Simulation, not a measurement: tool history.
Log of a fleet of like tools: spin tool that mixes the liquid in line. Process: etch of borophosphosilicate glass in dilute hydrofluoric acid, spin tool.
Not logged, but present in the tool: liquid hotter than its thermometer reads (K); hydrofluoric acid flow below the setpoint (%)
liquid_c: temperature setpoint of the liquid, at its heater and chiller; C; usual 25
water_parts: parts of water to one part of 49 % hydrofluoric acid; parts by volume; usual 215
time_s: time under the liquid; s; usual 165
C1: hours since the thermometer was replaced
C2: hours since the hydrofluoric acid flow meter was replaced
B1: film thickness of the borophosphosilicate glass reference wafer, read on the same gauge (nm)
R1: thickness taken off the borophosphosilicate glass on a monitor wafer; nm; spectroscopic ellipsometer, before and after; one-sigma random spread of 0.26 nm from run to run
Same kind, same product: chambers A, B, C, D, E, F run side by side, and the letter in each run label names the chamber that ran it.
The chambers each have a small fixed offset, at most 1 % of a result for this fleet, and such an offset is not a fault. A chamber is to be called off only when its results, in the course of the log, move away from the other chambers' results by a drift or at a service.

Run 1A, hour 3.8: usual settings; C1 485.5; C2 1252.1; B1 89.997. Result: R1 50.298 nm.
Run 2C, hour 11.9: usual settings; C1 1057.3; C2 43.5; B1 90.016. Result: R1 50.383 nm.
Run 3F, hour 17.1: usual settings; C1 219.9; C2 263.6; B1 90.005. Result: R1 49.414 nm.
Run 4B, hour 21.4: usual settings; C1 495.8; C2 439; B1 90.003. Result: R1 50.458 nm.
Run 5E, hour 27.9: usual settings; C1 778.5; C2 1317.2; B1 90.016. Result: R1 50.217 nm.
Run 6D, hour 32.3: usual settings; C1 212.8; C2 660.7; B1 89.994. Result: R1 49.62 nm.
Run 7C, hour 37.2: usual settings; C1 1082.6; C2 68.8; B1 89.985. Result: R1 50.52 nm.
Run 8A, hour 41.4: usual settings; C1 523.1; C2 1289.7; B1 90.002. Result: R1 50.19 nm.
Run 9F, hour 46.6: usual settings; C1 249.4; C2 293.1; B1 89.998. Result: R1 50.046 nm.
Run 10E, hour 52.9: usual settings; C1 803.5; C2 1342.2; B1 90.003. Result: R1 49.964 nm.
Run 11D, hour 58.4: usual settings; C1 238.9; C2 686.8; B1 90.001. Result: R1 49.841 nm.
Run 12B, hour 65.9: usual settings; C1 540.3; C2 483.5; B1 90.003. Result: R1 50.291 nm.
Run 13B, hour 73.4: usual settings; C1 547.8; C2 491; B1 90.009. Result: R1 50.242 nm.
Run 14A, hour 80.7: usual settings; C1 562.4; C2 1329; B1 89.999. Result: R1 50.858 nm.
Run 15E, hour 86.4: usual settings but water_parts 135 parts by volume, time_s 230 s; C1 837; C2 1375.7; B1 89.991. Result: R1 123.27 nm.
Run 16D, hour 90: usual settings but water_parts 135 parts by volume, time_s 230 s; C1 270.5; C2 718.4; B1 89.997. Result: R1 121.83 nm.
Run 17F, hour 95.5: usual settings but water_parts 135 parts by volume, time_s 230 s; C1 298.3; C2 342; B1 90.001. Result: R1 122.27 nm.
Run 18C, hour 99.9: usual settings but water_parts 135 parts by volume, time_s 230 s; C1 1145.3; C2 131.5; B1 89.996. Result: R1 124.45 nm.
Run 19E, hour 107.3: usual settings but water_parts 135 parts by volume, time_s 230 s; C1 857.9; C2 1396.6; B1 90.002. Result: R1 122.13 nm.
Run 20B, hour 114.2: usual settings but water_parts 135 parts by volume, time_s 230 s; C1 588.6; C2 531.8; B1 90.001. Result: R1 122.56 nm.
Run 21F, hour 121.9: usual settings; C1 324.7; C2 368.4; B1 90.014. Result: R1 48.906 nm.
Run 22C, hour 129: usual settings; C1 1174.4; C2 160.6; B1 90.014. Result: R1 50.543 nm.
Run 23D, hour 136.3: usual settings; C1 316.8; C2 764.7; B1 90.002. Result: R1 50.041 nm.
Run 24A, hour 143.1: usual settings but liquid_c 22.5 C, time_s 260 s; C1 624.8; C2 1391.4; B1 90.008. Result: R1 72.288 nm.
Run 25C, hour 148.8: usual settings but liquid_c 22.5 C, time_s 260 s; C1 1194.2; C2 180.4; B1 90.014. Result: R1 71.693 nm.
Run 26E, hour 155: usual settings but liquid_c 22.5 C, time_s 260 s; C1 905.6; C2 1444.3; B1 89.99. Result: R1 72.256 nm.
Run 27F, hour 161.4: usual settings but liquid_c 22.5 C, time_s 260 s; C1 364.2; C2 407.9; B1 89.988. Result: R1 69.598 nm.
Run 28D, hour 167.9: usual settings but liquid_c 22.5 C, time_s 260 s; C1 348.4; C2 796.3; B1 89.996. Result: R1 72.135 nm.
Run 29A, hour 172.8: usual settings but liquid_c 22.5 C, time_s 260 s; C1 654.5; C2 1421.1; B1 89.993. Result: R1 71.807 nm.
Run 30B, hour 176.3: usual settings; C1 650.7; C2 593.9; B1 90.018. Result: R1 50.089 nm.
Run 31A, hour 181.3: usual settings; C1 663; C2 1429.6; B1 89.996. Result: R1 50.052 nm.
Run 32F, hour 185.2: usual settings; C1 388; C2 431.7; B1 89.996. Result: R1 47.793 nm.
Run 33D, hour 191.9: usual settings; C1 372.4; C2 820.3; B1 90.015. Result: R1 50.075 nm.
Run 34B, hour 198.7: usual settings; C1 673.1; C2 616.3; B1 90.003. Result: R1 50.822 nm.
Run 35E, hour 204.7: usual settings; C1 955.3; C2 1494; B1 90.018. Result: R1 50.518 nm.
Run 36C, hour 211.2: usual settings; C1 1256.6; C2 242.8; B1 89.987. Result: R1 50.286 nm.
Run 37F, hour 215.9: usual settings; C1 418.7; C2 462.4; B1 90.007. Result: R1 47.2 nm.
Run 38A, hour 220.4: usual settings; C1 702.1; C2 1468.7; B1 89.998. Result: R1 50.079 nm.

Which is it: a chamber that has drifted or been left off by a service, a gauge drift common to all chambers, or only each chamber's usual small offset? If a chamber is off, name it and its likeliest cause.

It is chamber F that slowly wanders off from its peers.
Likeliest cause: hydrofluoric acid flow below the setpoint (%) = 5.46.
With only this log, it may be confused with: liquid colder than its thermometer reads (K).

Below are 4 candidate recipes for chamber F's next run, each the usual settings with a change, their results shown as question marks. Which of them brings F's results back in line with what the other chambers give on the usual settings?
Counts as in line when no further than this from what the other chambers average on the usual settings: R1 0.91 nm
Run 39F-1, hour 226.3: usual settings but liquid_c 27 C. Result: R1 ?.
Run 39F-2, hour 226.3: usual settings but liquid_c 23 C. Result: R1 ?.
Run 39F-3, hour 226.3: usual settings but liquid_c 26 C. Result: R1 ?.
Run 39F-4, hour 226.3: usual settings but time_s 160 s. Result: R1 ?.

Other chambers, usual settings, mean: R1 50.338 nm
  run      R1
39F-1  50.173
39F-2  43.403
39F-3  48.418
39F-4  45.289
With 39F-1, the chamber falls back in line with the rest.

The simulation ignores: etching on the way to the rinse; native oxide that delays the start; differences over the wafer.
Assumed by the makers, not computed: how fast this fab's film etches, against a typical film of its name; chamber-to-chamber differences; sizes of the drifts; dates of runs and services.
